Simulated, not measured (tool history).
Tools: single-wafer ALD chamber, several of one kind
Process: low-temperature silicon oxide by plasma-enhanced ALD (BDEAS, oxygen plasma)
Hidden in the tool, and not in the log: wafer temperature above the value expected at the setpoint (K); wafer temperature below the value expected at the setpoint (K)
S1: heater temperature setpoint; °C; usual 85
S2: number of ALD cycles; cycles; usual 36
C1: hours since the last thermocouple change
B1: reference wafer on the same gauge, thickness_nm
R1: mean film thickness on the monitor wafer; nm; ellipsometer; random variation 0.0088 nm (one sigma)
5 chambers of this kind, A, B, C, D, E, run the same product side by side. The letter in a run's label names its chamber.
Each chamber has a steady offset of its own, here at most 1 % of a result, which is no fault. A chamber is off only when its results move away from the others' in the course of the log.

{"run": "1C", "hour": 6.8, "S1": 85, "S2": 36, "C1": 677.6, "B1": 6.0516, "R1": 5.4282}
{"run": "2D", "hour": 11.7, "S1": 85, "S2": 36, "C1": 1021.4, "B1": 6.0544, "R1": 5.3765}
{"run": "3A", "hour": 17.7, "S1": 85, "S2": 36, "C1": 1039.1, "B1": 6.0505, "R1": 5.4087}
{"run": "4B", "hour": 24.5, "S1": 85, "S2": 36, "C1": 351.2, "B1": 6.0573, "R1": 5.4537}
{"run": "5E", "hour": 31.7, "S1": 72, "S2": 31, "C1": 1474.7, "B1": 6.055, "R1": 4.885}
{"run": "6C", "hour": 37.8, "S1": 72, "S2": 31, "C1": 708.6, "B1": 6.0576, "R1": 4.8841}
{"run": "7E", "hour": 45.3, "S1": 72, "S2": 31, "C1": 1488.3, "B1": 6.0581, "R1": 4.9062}
{"run": "8A", "hour": 51.1, "S1": 72, "S2": 31, "C1": 1072.5, "B1": 6.058, "R1": 4.8512}
{"run": "9B", "hour": 58.3, "S1": 72, "S2": 31, "C1": 385.0, "B1": 6.0586, "R1": 4.9049}
{"run": "10D", "hour": 63.5, "S1": 85, "S2": 36, "C1": 1073.2, "B1": 6.0621, "R1": 5.4169}
{"run": "11C", "hour": 73.5, "S1": 85, "S2": 36, "C1": 744.3, "B1": 6.061, "R1": 5.4281}
{"run": "12D", "hour": 82.3, "S1": 85, "S2": 36, "C1": 1092.0, "B1": 6.0626, "R1": 5.3965}
{"run": "13A", "hour": 88.4, "S1": 85, "S2": 36, "C1": 1109.8, "B1": 6.0651, "R1": 5.4024}
{"run": "14E", "hour": 96.1, "S1": 85, "S2": 36, "C1": 1539.1, "B1": 6.0656, "R1": 5.4444}
{"run": "15B", "hour": 104.5, "S1": 85, "S2": 36, "C1": 431.2, "B1": 6.0668, "R1": 5.454}
{"run": "16D", "hour": 109.8, "S1": 85, "S2": 36, "C1": 1119.5, "B1": 6.0702, "R1": 5.3965}
{"run": "17B", "hour": 116.2, "S1": 85, "S2": 36, "C1": 442.9, "B1": 6.0703, "R1": 5.4555}
{"run": "18E", "hour": 121.5, "S1": 85, "S2": 36, "C1": 1564.5, "B1": 6.0704, "R1": 5.4459}
{"hour": 123.8, "done": "chamber A: thermocouple changed; heater temperature recalibrated"}
{"run": "19A", "hour": 129.3, "S1": 97, "S2": 33, "C1": 5.6, "B1": 6.0704, "R1": 4.7375}
{"run": "20C", "hour": 135.0, "S1": 97, "S2": 33, "C1": 805.8, "B1": 6.0716, "R1": 4.7833}
{"run": "21A", "hour": 143.0, "S1": 97, "S2": 33, "C1": 19.3, "B1": 6.0714, "R1": 4.7546}
{"run": "22C", "hour": 148.3, "S1": 97, "S2": 33, "C1": 819.1, "B1": 6.0721, "R1": 4.7786}
{"run": "23D", "hour": 156.1, "S1": 97, "S2": 33, "C1": 1165.8, "B1": 6.0746, "R1": 4.7597}
{"run": "24E", "hour": 163.4, "S1": 77, "S2": 43, "C1": 1606.4, "B1": 6.077, "R1": 6.7214}
{"hour": 168.3, "done": "chamber E: thermocouple changed; heater temperature recalibrated"}
{"run": "25B", "hour": 172.1, "S1": 77, "S2": 43, "C1": 498.8, "B1": 6.0803, "R1": 6.7038}
{"run": "26A", "hour": 177.9, "S1": 77, "S2": 43, "C1": 54.2, "B1": 6.0795, "R1": 6.6435}
{"run": "27E", "hour": 188.0, "S1": 77, "S2": 43, "C1": 19.8, "B1": 6.0824, "R1": 6.7099}
{"run": "28D", "hour": 196.0, "S1": 77, "S2": 43, "C1": 1205.7, "B1": 6.084, "R1": 6.6445}
{"run": "29B", "hour": 205.4, "S1": 85, "S2": 36, "C1": 532.1, "B1": 6.082, "R1": 5.4751}
{"run": "30C", "hour": 214.0, "S1": 85, "S2": 41, "C1": 884.8, "B1": 6.0845, "R1": 6.2108}
{"run": "31E", "hour": 224.1, "S1": 85, "S2": 41, "C1": 55.9, "B1": 6.0881, "R1": 6.2401}
{"run": "32A", "hour": 229.9, "S1": 85, "S2": 41, "C1": 106.2, "B1": 6.0879, "R1": 6.1767}
{"run": "33B", "hour": 239.8, "S1": 85, "S2": 41, "C1": 566.5, "B1": 6.0886, "R1": 6.2271}

Next, every chamber runs the same settings. What will each give?
{"run": "34A", "hour": 247.0, "S1": 97, "S2": 36, "R1": "?"}
{"run": "34B", "hour": 247.0, "S1": 97, "S2": 36, "R1": "?"}
{"run": "34C", "hour": 247.0, "S1": 97, "S2": 36, "R1": "?"}
{"run": "34D", "hour": 247.0, "S1": 97, "S2": 36, "R1": "?"}
{"run": "34E", "hour": 247.0, "S1": 97, "S2": 36, "R1": "?"}

run=34A R1=5.1951
run=34B R1=5.2501
run=34C R1=5.2328
run=34D R1=5.2161
run=34E R1=5.2559

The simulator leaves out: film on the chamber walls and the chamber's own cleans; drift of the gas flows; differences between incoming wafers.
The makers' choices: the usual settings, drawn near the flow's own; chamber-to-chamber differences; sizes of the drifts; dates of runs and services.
